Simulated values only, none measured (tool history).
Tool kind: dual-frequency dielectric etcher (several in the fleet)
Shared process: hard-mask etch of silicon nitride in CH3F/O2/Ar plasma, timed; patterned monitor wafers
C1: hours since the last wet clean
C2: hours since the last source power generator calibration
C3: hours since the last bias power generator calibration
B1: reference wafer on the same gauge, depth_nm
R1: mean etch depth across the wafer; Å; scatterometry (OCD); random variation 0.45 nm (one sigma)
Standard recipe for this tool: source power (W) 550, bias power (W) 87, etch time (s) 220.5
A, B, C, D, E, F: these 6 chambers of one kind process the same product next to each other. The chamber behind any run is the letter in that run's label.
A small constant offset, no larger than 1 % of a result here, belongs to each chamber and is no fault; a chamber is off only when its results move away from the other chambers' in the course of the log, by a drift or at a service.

{"run": "1E", "hour": 8.7, "source power (W)": 550, "bias power (W)": 87, "etch time (s)": 220.5, "C1": 380.6, "C2": 1152.6, "C3": 2245.6, "B1": 157.95, "R1": 1852.3}
{"run": "2F", "hour": 16.9, "source power (W)": 550, "bias power (W)": 87, "etch time (s)": 220.5, "C1": 106.6, "C2": 453.9, "C3": 863.9, "B1": 158.07, "R1": 1861.6}
{"run": "3B", "hour": 25.1, "source power (W)": 550, "bias power (W)": 87, "etch time (s)": 220.5, "C1": 190.3, "C2": 850.8, "C3": 843.5, "B1": 157.92, "R1": 1839.7}
{"run": "4C", "hour": 30.4, "source power (W)": 550, "bias power (W)": 87, "etch time (s)": 220.5, "C1": 141.9, "C2": 3011.7, "C3": 1007.1, "B1": 157.96, "R1": 1835.8}
{"run": "5D", "hour": 41.1, "source power (W)": 550, "bias power (W)": 87, "etch time (s)": 220.5, "C1": 132.5, "C2": 1230.5, "C3": 147.6, "B1": 158.03, "R1": 1847.8}
{"run": "6A", "hour": 52.2, "source power (W)": 490, "bias power (W)": 72, "etch time (s)": 220.5, "C1": 154.3, "C2": 674, "C3": 1985.3, "B1": 158.11, "R1": 1644.2}
{"run": "7D", "hour": 61.0, "source power (W)": 490, "bias power (W)": 72, "etch time (s)": 220.5, "C1": 152.4, "C2": 1250.4, "C3": 167.5, "B1": 157.9, "R1": 1653}
{"run": "8C", "hour": 72.3, "source power (W)": 490, "bias power (W)": 72, "etch time (s)": 220.5, "C1": 183.8, "C2": 3053.6, "C3": 1049, "B1": 157.95, "R1": 1646.1}
{"run": "9F", "hour": 78.8, "source power (W)": 490, "bias power (W)": 72, "etch time (s)": 220.5, "C1": 168.5, "C2": 515.8, "C3": 925.8, "B1": 157.99, "R1": 1680}
{"run": "10E", "hour": 84.2, "source power (W)": 490, "bias power (W)": 72, "etch time (s)": 220.5, "C1": 456.1, "C2": 1228.1, "C3": 2321.1, "B1": 158.06, "R1": 1660.5}
{"run": "11A", "hour": 95.8, "source power (W)": 490, "bias power (W)": 72, "etch time (s)": 220.5, "C1": 197.9, "C2": 717.6, "C3": 2028.9, "B1": 157.92, "R1": 1654.3}
{"hour": 105.3, "done": "chamber E: wet clean of the chamber"}
{"run": "12B", "hour": 107.0, "source power (W)": 550, "bias power (W)": 87, "etch time (s)": 220.5, "C1": 272.2, "C2": 932.7, "C3": 925.4, "B1": 158.16, "R1": 1829.7}
{"run": "13E", "hour": 115.9, "source power (W)": 550, "bias power (W)": 87, "etch time (s)": 220.5, "C1": 10.7, "C2": 1259.8, "C3": 2352.8, "B1": 158.01, "R1": 1852.9}
{"run": "14A", "hour": 125.1, "source power (W)": 550, "bias power (W)": 87, "etch time (s)": 220.5, "C1": 227.2, "C2": 746.9, "C3": 2058.2, "B1": 158.05, "R1": 1840.7}
{"run": "15D", "hour": 136.9, "source power (W)": 550, "bias power (W)": 87, "etch time (s)": 220.5, "C1": 228.3, "C2": 1326.3, "C3": 243.4, "B1": 157.93, "R1": 1843.3}
{"run": "16C", "hour": 146.2, "source power (W)": 550, "bias power (W)": 87, "etch time (s)": 220.5, "C1": 257.7, "C2": 3127.5, "C3": 1122.9, "B1": 158.01, "R1": 1844.3}
{"run": "17B", "hour": 156.7, "source power (W)": 550, "bias power (W)": 87, "etch time (s)": 220.5, "C1": 321.9, "C2": 982.4, "C3": 975.1, "B1": 158.02, "R1": 1832}
{"run": "18F", "hour": 164.8, "source power (W)": 550, "bias power (W)": 87, "etch time (s)": 220.5, "C1": 254.5, "C2": 601.8, "C3": 1011.8, "B1": 157.93, "R1": 1859.5}
{"run": "19D", "hour": 173.5, "source power (W)": 550, "bias power (W)": 87, "etch time (s)": 220.5, "C1": 264.9, "C2": 1362.9, "C3": 280, "B1": 158.02, "R1": 1849.3}
{"run": "20E", "hour": 181.5, "source power (W)": 550, "bias power (W)": 87, "etch time (s)": 220.5, "C1": 76.3, "C2": 1325.4, "C3": 2418.4, "B1": 158.02, "R1": 1842.3}
{"run": "21C", "hour": 192.7, "source power (W)": 550, "bias power (W)": 87, "etch time (s)": 220.5, "C1": 304.2, "C2": 3174, "C3": 1169.4, "B1": 158, "R1": 1839.9}
{"run": "22F", "hour": 200.4, "source power (W)": 550, "bias power (W)": 87, "etch time (s)": 220.5, "C1": 290.1, "C2": 637.4, "C3": 1047.4, "B1": 158.03, "R1": 1867.2}
{"run": "23B", "hour": 210.4, "source power (W)": 690, "bias power (W)": 87, "etch time (s)": 220.5, "C1": 375.6, "C2": 1036.1, "C3": 1028.8, "B1": 157.96, "R1": 1982.7}
{"run": "24A", "hour": 215.7, "source power (W)": 690, "bias power (W)": 87, "etch time (s)": 220.5, "C1": 317.8, "C2": 837.5, "C3": 2148.8, "B1": 157.98, "R1": 2017.3}
{"run": "25D", "hour": 225.0, "source power (W)": 690, "bias power (W)": 87, "etch time (s)": 220.5, "C1": 316.4, "C2": 1414.4, "C3": 331.5, "B1": 157.99, "R1": 2013.7}
{"run": "26B", "hour": 236.6, "source power (W)": 690, "bias power (W)": 87, "etch time (s)": 220.5, "C1": 401.8, "C2": 1062.3, "C3": 1055, "B1": 157.96, "R1": 1979.5}
{"run": "27E", "hour": 246.1, "source power (W)": 690, "bias power (W)": 87, "etch time (s)": 220.5, "C1": 140.9, "C2": 1390, "C3": 2483, "B1": 158.04, "R1": 2008.9}
{"run": "28A", "hour": 253.7, "source power (W)": 690, "bias power (W)": 87, "etch time (s)": 220.5, "C1": 355.8, "C2": 875.5, "C3": 2186.8, "B1": 157.9, "R1": 2006.3}
{"run": "29F", "hour": 261.1, "source power (W)": 550, "bias power (W)": 87, "etch time (s)": 220.5, "C1": 350.8, "C2": 698.1, "C3": 1108.1, "B1": 157.97, "R1": 1859.1}
{"run": "30C", "hour": 273.2, "source power (W)": 550, "bias power (W)": 87, "etch time (s)": 220.5, "C1": 384.7, "C2": 3254.5, "C3": 1249.9, "B1": 157.94, "R1": 1838.8}
{"run": "31B", "hour": 285.4, "source power (W)": 550, "bias power (W)": 87, "etch time (s)": 220.5, "C1": 450.6, "C2": 1111.1, "C3": 1103.8, "B1": 158.07, "R1": 1808}
{"run": "32E", "hour": 297.5, "source power (W)": 550, "bias power (W)": 87, "etch time (s)": 220.5, "C1": 192.3, "C2": 1441.4, "C3": 2534.4, "B1": 158.04, "R1": 1854.8}
{"run": "33D", "hour": 303.7, "source power (W)": 550, "bias power (W)": 87, "etch time (s)": 220.5, "C1": 395.1, "C2": 1493.1, "C3": 410.2, "B1": 157.99, "R1": 1846.8}
{"run": "34F", "hour": 314.3, "source power (W)": 550, "bias power (W)": 87, "etch time (s)": 220.5, "C1": 404, "C2": 751.3, "C3": 1161.3, "B1": 158.07, "R1": 1867.2}
{"run": "35C", "hour": 322.4, "source power (W)": 550, "bias power (W)": 87, "etch time (s)": 220.5, "C1": 433.9, "C2": 3303.7, "C3": 1299.1, "B1": 158.08, "R1": 1841.6}
{"run": "36A", "hour": 333.1, "source power (W)": 680, "bias power (W)": 87, "etch time (s)": 158.5, "C1": 435.2, "C2": 954.9, "C3": 2266.2, "B1": 158.02, "R1": 1439.7}

Next, every chamber runs the same settings. What will each give?
{"run": "37A", "hour": 341.9, "source power (W)": 550, "bias power (W)": 87, "etch time (s)": 220.5, "R1": "?"}
{"run": "37B", "hour": 341.9, "source power (W)": 550, "bias power (W)": 87, "etch time (s)": 220.5, "R1": "?"}
{"run": "37C", "hour": 341.9, "source power (W)": 550, "bias power (W)": 87, "etch time (s)": 220.5, "R1": "?"}
{"run": "37D", "hour": 341.9, "source power (W)": 550, "bias power (W)": 87, "etch time (s)": 220.5, "R1": "?"}
{"run": "37E", "hour": 341.9, "source power (W)": 550, "bias power (W)": 87, "etch time (s)": 220.5, "R1": "?"}
{"run": "37F", "hour": 341.9, "source power (W)": 550, "bias power (W)": 87, "etch time (s)": 220.5, "R1": "?"}

run=37A R1=1847.1
run=37B R1=1799.5
run=37C R1=1837.1
run=37D R1=1846
run=37E R1=1852.6
run=37F R1=1866.4
